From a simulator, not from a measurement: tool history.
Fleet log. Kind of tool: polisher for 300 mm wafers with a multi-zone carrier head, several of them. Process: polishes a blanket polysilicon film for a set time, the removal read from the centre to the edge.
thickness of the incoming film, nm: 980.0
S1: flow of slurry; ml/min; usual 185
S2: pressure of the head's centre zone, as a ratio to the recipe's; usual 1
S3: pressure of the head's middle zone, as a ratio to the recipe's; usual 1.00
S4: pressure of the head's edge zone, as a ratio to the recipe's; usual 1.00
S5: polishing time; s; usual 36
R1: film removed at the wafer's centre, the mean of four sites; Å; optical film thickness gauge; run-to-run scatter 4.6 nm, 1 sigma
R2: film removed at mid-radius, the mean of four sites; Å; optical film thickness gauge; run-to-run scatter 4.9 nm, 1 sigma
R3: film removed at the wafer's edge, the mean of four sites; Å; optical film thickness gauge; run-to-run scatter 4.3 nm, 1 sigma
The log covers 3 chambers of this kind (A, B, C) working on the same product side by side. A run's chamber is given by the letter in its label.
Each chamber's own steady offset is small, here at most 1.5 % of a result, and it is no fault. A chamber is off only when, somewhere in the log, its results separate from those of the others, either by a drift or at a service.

run	hour	S1	S2	S3	S4	S5	R1	R2	R3
# hour 1.6: chamber C: worn pad replaced by a new one
1C	5.5	185	1	1.00	1.00	36	3572.6	3703.8	3677.6
2A	15.6	185	1	1.00	1.00	36	3557.5	3651.1	3705.4
# hour 20.9: chamber B: centre zone pressure recalibrated
3B	27.3	185	1	1.00	1.00	36	3602.7	3570.7	3665.7
4C	32.9	185	1	1.00	1.00	36	3670.3	3699.0	3703.6
5B	42.9	185	1	1.00	1.00	36	3604.5	3638.0	3628.5
6A	51.7	185	1	1.00	1.00	36	3642.6	3666.9	3641.0
# hour 58.2: chamber C: slurry nozzle cleaned
7C	60.6	185	1	1.00	1.00	36	3675.7	3630.2	3701.5
8A	67.7	185	1	1.00	1.00	36	3725.9	3641.7	3671.6
9B	75.6	185	1	1.00	1.00	36	3663.7	3670.2	3605.7
10C	84.0	185	1	1.00	1.00	36	3750.7	3576.9	3778.8
11A	90.9	185	1	1.00	1.00	36	3680.9	3532.1	3646.7
12B	100.8	185	1	1.00	1.00	36	3637.6	3653.6	3573.8
# hour 101.8: chamber C: worn pad replaced by a new one
# hour 106.0: chamber B: worn pad replaced by a new one
13A	111.5	185	1	1.00	1.00	29	2958.2	2956.2	2924.1
14B	122.8	185	1	1.00	1.00	29	2904.4	2972.3	2917.3
# hour 123.9: chamber A: worn pad replaced by a new one
15C	131.4	185	1	1.00	1.00	29	2961.0	2968.0	2903.8
16C	138.0	185	1	1.00	1.09	36	3636.8	3683.4	3789.7
17A	148.4	185	1	1.00	1.09	36	3643.2	3592.1	3831.8
18B	156.3	185	1	1.00	1.09	36	3642.9	3624.4	3758.1
19B	162.6	185	1	1.00	1.00	36	3572.5	3647.7	3611.7
20C	174.0	185	1	1.00	1.00	36	3791.9	3722.0	3566.2
21A	181.4	185	1	1.00	1.00	36	3714.8	3675.0	3729.8
22C	191.8	185	1	1.00	1.00	36	3675.4	3655.2	3709.9
23B	199.8	185	1	1.00	1.00	36	3579.4	3582.3	3565.8
# hour 200.6: chamber B: slurry nozzle cleaned
# hour 200.9: chamber C: worn pad replaced by a new one
24A	206.8	185	1	1.00	1.00	36	3696.1	3605.1	3710.4
25B	216.9	185	1	1.04	1.00	36	3638.7	3766.9	3607.8
26A	226.6	185	1	1.04	1.00	36	3625.8	3713.9	3685.6
27C	236.7	185	1	1.04	1.00	36	3629.0	3797.6	3686.8
# hour 242.6: chamber A: centre zone pressure recalibrated
# hour 246.2: chamber B: worn pad replaced by a new one
28A	248.0	185	1	1.00	1.00	36	3656.1	3709.4	3641.2
29C	257.2	185	1	1.00	1.00	36	3677.8	3657.1	3649.9
30B	269.0	185	1	1.00	1.00	36	3634.3	3677.5	3582.0
31A	274.6	185	1	1.00	1.00	36	3560.2	3631.2	3625.8
32C	281.3	185	1	1.00	1.00	36	3624.3	3645.2	3689.7
# hour 283.6: chamber A: worn pad replaced by a new one
33B	286.7	220	1	1.00	1.11	36	3802.3	3702.9	3930.1
34A	298.2	220	1	1.00	1.11	36	3780.3	3656.3	3908.2
# hour 301.1: chamber C: worn pad replaced by a new one
35B	308.3	220	1	1.00	1.11	36	3654.4	3761.4	3881.7
36C	314.7	185	1	1.00	1.00	36	3679.2	3657.9	3750.7
# hour 320.8: chamber B: edge zone pressure recalibrated
37C	325.2	185	1	1.00	1.00	36	3669.5	3678.0	3739.8
# hour 330.0: chamber A: slurry nozzle cleaned
38B	336.1	185	1	1.00	1.00	36	3646.0	3611.8	3575.8
39A	342.9	185	1	1.00	1.00	36	3626.0	3561.3	3637.2
40C	350.4	185	1	1.00	1.00	36	3704.9	3697.3	3658.5
41A	357.7	185	1	1.00	1.00	36	3625.4	3634.0	3672.0

One chamber off, gauge drift, or nothing amiss beyond the chambers' own small offsets? If it is a chamber, which one, and what is the likeliest cause?

No chamber stands off beyond its own small offset, and the gauge holds steady.

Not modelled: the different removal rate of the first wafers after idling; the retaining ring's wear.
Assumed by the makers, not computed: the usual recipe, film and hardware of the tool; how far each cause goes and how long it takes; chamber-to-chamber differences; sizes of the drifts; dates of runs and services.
